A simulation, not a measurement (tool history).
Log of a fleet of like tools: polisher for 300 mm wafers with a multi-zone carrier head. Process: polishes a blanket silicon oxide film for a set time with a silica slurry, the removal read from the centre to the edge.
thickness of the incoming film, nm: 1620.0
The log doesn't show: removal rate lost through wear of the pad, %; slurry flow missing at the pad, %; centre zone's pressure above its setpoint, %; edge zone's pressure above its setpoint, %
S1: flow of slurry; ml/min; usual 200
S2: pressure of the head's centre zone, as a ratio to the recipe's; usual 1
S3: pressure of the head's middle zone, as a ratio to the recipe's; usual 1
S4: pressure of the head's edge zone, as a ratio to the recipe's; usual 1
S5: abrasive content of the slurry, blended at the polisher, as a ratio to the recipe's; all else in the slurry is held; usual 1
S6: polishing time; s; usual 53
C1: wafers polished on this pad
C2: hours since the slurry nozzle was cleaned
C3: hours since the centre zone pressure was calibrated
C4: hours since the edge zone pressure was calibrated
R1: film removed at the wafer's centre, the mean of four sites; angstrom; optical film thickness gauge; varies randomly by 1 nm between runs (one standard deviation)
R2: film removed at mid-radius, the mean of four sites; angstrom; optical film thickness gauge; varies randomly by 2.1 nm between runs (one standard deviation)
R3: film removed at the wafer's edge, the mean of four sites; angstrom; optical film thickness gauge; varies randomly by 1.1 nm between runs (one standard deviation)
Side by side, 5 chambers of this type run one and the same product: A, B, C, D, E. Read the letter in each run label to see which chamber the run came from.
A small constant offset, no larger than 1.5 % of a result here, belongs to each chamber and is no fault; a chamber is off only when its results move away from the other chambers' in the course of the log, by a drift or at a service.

| run | hour | S1 | S2 | S3 | S4 | S5 | S6 | C1 | C2 | C3 | C4 | R1 | R2 | R3 |
|---|---|---|---|---|---|---|---|---|---|---|---|---|---|---|
| 1D | 8.9 | 200 | 1 | 1 | 1 | 1 | 53 | 170 | 518.6 | 180.8 | 9.8 | 1575.2 | 1646.6 | 1607.2 |
| 2E | 16.9 | 200 | 1 | 1 | 1 | 1 | 53 | 341 | 234.8 | 282.6 | 34.9 | 1612.7 | 1622.8 | 1584.2 |
|  | 22.1 | chamber B: worn pad replaced by a new one |
|  | 26 | chamber C: worn pad replaced by a new one |
| 3C | 28.3 | 200 | 1 | 1 | 1 | 1 | 53 | 30 | 104 | 213.1 | 892 | 1611.7 | 1578.6 | 1574.5 |
| 4A | 36.4 | 200 | 1 | 1 | 1 | 1 | 53 | 981 | 389.9 | 672.3 | 214.8 | 1613.8 | 1593 | 1622.5 |
| 5B | 41.6 | 200 | 1 | 1 | 1 | 1 | 53 | 257 | 329.3 | 419.6 | 121.2 | 1588.6 | 1577.1 | 1590.1 |
| 6C | 49.1 | 200 | 1 | 1 | 1 | 1 | 53 | 304 | 124.8 | 233.9 | 912.8 | 1603.2 | 1586.6 | 1583.9 |
| 7A | 56.7 | 200 | 1 | 1 | 1 | 1 | 53 | 1248 | 410.2 | 692.6 | 235.1 | 1623.9 | 1598 | 1604.9 |
|  | 65.2 | chamber E: worn pad replaced by a new one |
|  | 65.4 | chamber A: worn pad replaced by a new one |
| 8E | 66.7 | 200 | 1 | 1 | 1 | 1 | 53 | 20 | 284.6 | 332.4 | 84.7 | 1600.4 | 1566.1 | 1602.3 |
|  | 72.1 | chamber D: worn pad replaced by a new one |
| 9D | 75.9 | 200 | 1 | 1 | 1 | 1 | 53 | 50 | 585.6 | 247.8 | 76.8 | 1605.4 | 1596.4 | 1614.2 |
| 10B | 81.2 | 200 | 1 | 1 | 1 | 1 | 53 | 778 | 368.9 | 459.2 | 160.8 | 1595.7 | 1598.8 | 1588.7 |
|  | 83.3 | chamber D: slurry nozzle cleaned |
| 11D | 92 | 200 | 1 | 1 | 1 | 1.1 | 67 | 262 | 8.8 | 263.9 | 92.9 | 2106.4 | 2054.7 | 2090.2 |
|  | 98 | chamber C: worn pad replaced by a new one |
| 12E | 101.1 | 200 | 1 | 1 | 1 | 1.1 | 67 | 472 | 319 | 366.8 | 119.1 | 2083.7 | 2079.9 | 2109.5 |
|  | 111.2 | chamber B: worn pad replaced by a new one |
| 13C | 111.4 | 200 | 1 | 1 | 1 | 1.1 | 67 | 176 | 187.1 | 296.2 | 975.1 | 2120.2 | 2072 | 2072.8 |
|  | 120.6 | chamber C: edge zone pressure recalibrated |
| 14B | 123.2 | 200 | 1 | 1 | 1 | 1.1 | 67 | 158 | 410.9 | 501.2 | 202.8 | 2089.4 | 2129.9 | 2083.7 |
| 15A | 130 | 200 | 1 | 1 | 1 | 1.1 | 67 | 850 | 483.5 | 765.9 | 308.4 | 2110.2 | 2136.2 | 2105.3 |
|  | 133.3 | chamber E: worn pad replaced by a new one |
| 16D | 139.8 | 200 | 1 | 1 | 1 | 1 | 53 | 891 | 56.6 | 311.7 | 140.7 | 1603.6 | 1610.8 | 1586 |
|  | 141.8 | chamber D: worn pad replaced by a new one |
| 17B | 151.3 | 200 | 1 | 1 | 1 | 1 | 53 | 527 | 439 | 529.3 | 230.9 | 1597.8 | 1628.3 | 1606.5 |
|  | 159.6 | chamber C: worn pad replaced by a new one |
| 18E | 159.6 | 200 | 1 | 1 | 1 | 1 | 53 | 346 | 377.5 | 425.3 | 177.6 | 1566.9 | 1604.6 | 1581.2 |
|  | 160.9 | chamber A: worn pad replaced by a new one |
| 19C | 166.4 | 200 | 1 | 1 | 1 | 1 | 53 | 90 | 242.1 | 351.2 | 45.8 | 1609.7 | 1539.4 | 1604.7 |
| 20A | 175.8 | 200 | 1 | 1 | 1 | 1 | 53 | 196 | 529.3 | 811.7 | 354.2 | 1628.9 | 1587.2 | 1612.8 |
| 21C | 182.7 | 200 | 1 | 1 | 1 | 1 | 53 | 304 | 258.4 | 367.5 | 62.1 | 1603.2 | 1548.9 | 1593.7 |
| 22A | 190.3 | 245 | 1 | 1 | 1 | 1.2 | 53 | 387 | 543.8 | 826.2 | 368.7 | 1772.2 | 1767.5 | 1778.9 |
|  | 194.5 | chamber B: centre zone pressure recalibrated |
| 23B | 195.6 | 245 | 1 | 1 | 1 | 1.2 | 53 | 1110 | 483.3 | 1.2 | 275.2 | 1782.3 | 1787.6 | 1771.9 |
|  | 204.9 | chamber D: worn pad replaced by a new one |
| 24D | 205.3 | 245 | 1 | 1 | 1 | 1.2 | 53 | 5 | 122.1 | 377.2 | 206.2 | 1763.6 | 1801.4 | 1759.7 |
| 25E | 212 | 245 | 1 | 1 | 1 | 1.2 | 53 | 1035 | 429.9 | 477.7 | 230 | 1743.8 | 1735.3 | 1718 |
|  | 212.9 | chamber E: worn pad replaced by a new one |
|  | 214.6 | chamber B: worn pad replaced by a new one |
|  | 215.6 | chamber C: slurry nozzle cleaned |
|  | 217.1 | chamber C: worn pad replaced by a new one |
| 26D | 221.8 | 245 | 1 | 1 | 1 | 1.2 | 53 | 222 | 138.6 | 393.7 | 222.7 | 1789.4 | 1776.6 | 1750.1 |
| 27C | 230.6 | 200 | 1 | 1 | 1 | 1 | 53 | 178 | 15 | 415.4 | 110 | 1605.4 | 1598.9 | 1592.7 |
| 28E | 238 | 200 | 1 | 1 | 1 | 1 | 53 | 331 | 455.9 | 503.7 | 256 | 1534.8 | 1553.4 | 1558.5 |
| 29B | 247.7 | 200 | 1 | 1 | 1 | 1 | 53 | 435 | 535.4 | 53.3 | 327.3 | 1585.7 | 1570.3 | 1575.3 |
| 30A | 252.8 | 200 | 1 | 1 | 1 | 1 | 53 | 1208 | 606.3 | 888.7 | 431.2 | 1605.6 | 1621.8 | 1606.6 |
| 31A | 260.9 | 200 | 1 | 1 | 1 | 1 | 53 | 1315 | 614.4 | 896.8 | 439.3 | 1596.4 | 1615 | 1598.4 |
| 32E | 267.9 | 200 | 1 | 1 | 1 | 1 | 53 | 724 | 485.8 | 533.6 | 285.9 | 1520.5 | 1503.2 | 1564.8 |
| 33B | 273.1 | 200 | 1 | 1 | 1 | 1 | 53 | 769 | 560.8 | 78.7 | 352.7 | 1591.1 | 1579.3 | 1614.8 |
| 34D | 282.5 | 200 | 1 | 1 | 1 | 1 | 53 | 1020 | 199.3 | 454.4 | 283.4 | 1596 | 1604.6 | 1576 |

The same settings go to every chamber for the next run, one line per chamber below. Forecast the results for each:
| 35A | 291 | 200 | 1 | 1 | 1 | 1 | 53 |  |  |  |  | ? | ? | ? |
| 35B | 291 | 200 | 1 | 1 | 1 | 1 | 53 |  |  |  |  | ? | ? | ? |
| 35C | 291 | 200 | 1 | 1 | 1 | 1 | 53 |  |  |  |  | ? | ? | ? |
| 35D | 291 | 200 | 1 | 1 | 1 | 1 | 53 |  |  |  |  | ? | ? | ? |
| 35E | 291 | 200 | 1 | 1 | 1 | 1 | 53 |  |  |  |  | ? | ? | ? |

| run | R1 | R2 | R3 |
|---|---|---|---|
| 35A | 1605.7 | 1620.3 | 1621.5 |
| 35B | 1592.6 | 1593.5 | 1595.7 |
| 35C | 1595.3 | 1584.9 | 1581.1 |
| 35D | 1588.9 | 1625.8 | 1608.5 |
| 35E | 1501.9 | 1534.3 | 1528.4 |
